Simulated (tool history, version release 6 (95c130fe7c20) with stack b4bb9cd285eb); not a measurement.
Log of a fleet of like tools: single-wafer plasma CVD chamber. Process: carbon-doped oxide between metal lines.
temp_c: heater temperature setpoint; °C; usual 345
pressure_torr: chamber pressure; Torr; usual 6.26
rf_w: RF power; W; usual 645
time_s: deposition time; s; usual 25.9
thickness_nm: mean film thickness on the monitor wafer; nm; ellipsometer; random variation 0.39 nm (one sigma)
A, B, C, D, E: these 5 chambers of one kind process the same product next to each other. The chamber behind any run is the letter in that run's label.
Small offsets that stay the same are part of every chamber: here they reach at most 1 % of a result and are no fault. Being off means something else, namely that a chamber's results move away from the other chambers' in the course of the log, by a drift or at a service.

run,hour,temp_c,pressure_torr,rf_w,time_s,hours since the last thermocouple change,hours since the last RF generator calibration,hours since the last manometer calibration,"read-back reference wafer on the same gauge, thickness_nm",thickness_nm
1D,9.2,345,6.26,645,25.9,1031.6,1439.9,475,162.92,160.16
2E,14.6,345,6.26,645,25.9,514.3,1025,1368.9,163.05,161.68
3B,19.8,345,6.26,645,25.9,1246.6,776.1,1898.7,162.96,162.46
4C,28.7,345,6.26,645,25.9,2082.6,629.3,524,162.94,160.96
5A,37,345,6.26,645,25.9,452.6,84.9,1215.9,163,160.74
6E,46.6,351,4.93,645,25.9,546.3,1057,1400.9,162.91,154.31
7C,54.6,351,4.93,645,25.9,2108.5,655.2,549.9,163.12,153.84
8A,59.7,351,4.93,645,25.9,475.3,107.6,1238.6,162.91,153.48
# hour 62.4: chamber B: thermocouple changed; heater temperature recalibrated
9B,67,351,4.93,645,25.9,4.7,823.3,1945.9,162.93,156.09
10D,72.7,351,4.93,645,25.9,1095.1,1503.4,538.5,162.93,153.4
11E,79,345,6.26,645,25.9,578.7,1089.4,1433.3,163.06,161.25
12B,87.9,345,6.26,645,25.9,25.6,844.2,1966.8,163.09,163.45
13D,96.6,345,6.26,645,25.9,1119,1527.3,562.4,162.93,161.04
14A,101.2,345,6.26,645,25.9,516.8,149.1,1280.1,162.96,160.71
# hour 104.2: chamber A: capacitance manometer re-zeroed and calibrated
15C,106,345,6.26,645,25.9,2159.9,706.6,601.3,162.84,161
16B,115.6,345,6.26,645,25.9,53.3,871.9,1994.5,163,163.14
17D,123.8,345,6.26,645,25.9,1146.2,1554.5,589.6,163,160.26
18A,132.5,345,6.26,760,25.9,548.1,180.4,28.4,162.98,177.08
19C,141.1,345,6.26,760,25.9,2195,741.7,636.4,162.95,177.15
20E,147.1,345,6.26,760,25.9,646.8,1157.5,1501.4,163,178.03
21C,154.9,345,6.26,760,25.9,2208.8,755.5,650.2,163.04,178.3
22E,161.9,345,6.26,760,25.9,661.6,1172.3,1516.2,162.91,178.62
23A,168.5,345,6.26,645,25.9,584.1,216.4,64.4,162.96,161.27
24B,176.7,345,6.26,645,25.9,114.4,933,2055.6,162.98,163.59
25D,182.4,345,6.26,645,25.9,1204.8,1613.1,648.2,163,160.71
26A,189.5,345,6.26,645,25.9,605.1,237.4,85.4,163.03,159.91
27B,194.7,345,6.26,645,25.9,132.4,951,2073.6,163.01,163.61
28E,202.6,340,7.01,645,25.9,702.3,1213,1556.9,162.99,164.74
# hour 205.2: chamber C: thermocouple changed; heater temperature recalibrated
29D,208.2,340,7.01,645,25.9,1230.6,1638.9,674,162.98,164.49
30C,217,340,7.01,645,25.9,11.8,817.6,712.3,162.96,167.28
31B,224.3,340,7.01,645,25.9,162,980.6,2103.2,162.97,167.07
32D,228.7,340,7.01,645,25.9,1251.1,1659.4,694.5,162.97,164.75
33A,233.3,345,6.26,645,25.9,648.9,281.2,129.2,162.89,160.73
34C,241.1,345,6.26,645,25.9,35.9,841.7,736.4,162.99,163.4
35E,249.5,345,6.26,645,25.9,749.2,1259.9,1603.8,162.99,161.41
36C,259,345,6.26,645,25.9,53.8,859.6,754.3,162.97,163.56
37B,267.7,345,6.26,645,25.9,205.4,1024,2146.6,162.94,163.05
38A,276.7,345,6.26,645,25.9,692.3,324.6,172.6,163.03,161.02
39E,282.9,345,6.26,645,25.9,782.6,1293.3,1637.2,163.11,160.99
40D,291.5,345,6.26,645,25.9,1313.9,1722.2,757.3,163.04,160.57
41C,296.7,345,6.26,645,25.9,91.5,897.3,792,162.91,162.73
42B,305.2,345,6.26,645,25.9,242.9,1061.5,2184.1,163,163.79
43A,313.1,345,6.26,645,25.9,728.7,361,209,163.06,160.65
44D,317.5,345,6.26,645,25.9,1339.9,1748.2,783.3,163.09,160.28

Next, every chamber runs the same settings. What will each give?
45A,324.6,345,6.26,645,25.9,,,,,?
45B,324.6,345,6.26,645,25.9,,,,,?
45C,324.6,345,6.26,645,25.9,,,,,?
45D,324.6,345,6.26,645,25.9,,,,,?
45E,324.6,345,6.26,645,25.9,,,,,?

run,thickness_nm
45A,161.11
45B,163.72
45C,163.94
45D,160.74
45E,161.58
